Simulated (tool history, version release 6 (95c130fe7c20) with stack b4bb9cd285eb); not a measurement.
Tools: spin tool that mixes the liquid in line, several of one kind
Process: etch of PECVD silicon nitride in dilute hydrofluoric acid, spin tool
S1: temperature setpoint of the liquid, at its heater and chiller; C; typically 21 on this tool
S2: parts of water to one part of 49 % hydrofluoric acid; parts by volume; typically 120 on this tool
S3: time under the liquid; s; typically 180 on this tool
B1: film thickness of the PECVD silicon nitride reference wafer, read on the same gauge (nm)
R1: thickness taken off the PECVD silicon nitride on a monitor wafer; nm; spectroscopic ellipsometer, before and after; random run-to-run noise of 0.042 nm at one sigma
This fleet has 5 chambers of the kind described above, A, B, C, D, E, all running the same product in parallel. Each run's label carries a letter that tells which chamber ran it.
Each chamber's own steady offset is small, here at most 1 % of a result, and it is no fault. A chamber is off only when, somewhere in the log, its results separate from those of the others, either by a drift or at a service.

run	hour	S1	S2	S3	B1	R1
1D	9.1	21	120	180	119.98	4.4641
2C	15.1	21	120	180	119.99	4.5012
3E	28	21	120	180	120.02	4.4987
4B	38	21	120	180	119.99	4.5855
5A	50.2	21	120	180	120.03	4.4773
6A	60.3	21	120	180	119.99	4.521
7E	68.8	21	120	180	120	4.4391
8B	75.6	21	120	180	120.05	4.5523
9D	88.7	19	140	180	120	3.3731
10C	95.5	19	140	180	120.01	3.4072
11A	102.5	19	140	180	120.03	3.369
12E	115.4	19	140	180	120.01	3.3198
13B	121.9	19	140	180	119.98	3.3945
14D	132.5	21	120	180	119.98	4.4025
15C	143.2	21	120	180	120	4.5006
16D	150.9	21	120	180	119.99	4.5312
17E	157.8	21	120	180	120	4.4238
18C	166.6	19	120	285	120.01	6.2832
19B	175.9	19	120	285	120.02	6.1883
20A	181.7	19	120	285	120	6.335
21D	187.7	19	120	285	120	6.1199
22C	194.6	19	120	285	120.01	6.2632
23A	201.6	17.5	120	180	120	3.5271
24B	211.3	17.5	120	180	120	3.64
# hour 213.3: chamber A: thermometer replaced
25E	221.5	17.5	120	180	120.01	3.3661
26C	233.2	17.5	120	180	120	3.5459
27D	245.3	17.5	120	180	120.02	3.5216
28A	257.3	21	120	180	120.01	4.484
# hour 259.4: chamber E: hydrofluoric acid flow meter replaced
29E	264.8	21	120	180	120	4.2394
30B	275.1	21	120	180	119.99	4.5735
31B	281.3	21	120	180	119.99	4.4493
32C	293.2	21	120	180	120	4.4448
33D	300.8	21	120	180	119.99	4.4822
34E	311.2	21	75	105	120.03	3.9344
35A	323.3	21	75	105	120	4.2732
# hour 326.2: chamber C: thermometer replaced
36D	334.4	21	75	105	120	4.1467
37E	346.7	21	75	105	120	3.7706
38B	356.3	21	75	105	120	4.2045
39C	362.1	21	120	180	120	4.467
40A	371.4	21	120	180	119.98	4.4769
41C	378.3	21	120	180	119.98	4.4345

For the next run the whole fleet of 5 chambers uses the same settings. Give each chamber's results:
42A	387.8	21	120	180		?
42B	387.8	21	120	180		?
42C	387.8	21	120	180		?
42D	387.8	21	120	180		?
42E	387.8	21	120	180		?

run	R1
42A	4.4543
42B	4.4624
42C	4.4826
42D	4.5352
42E	3.9896
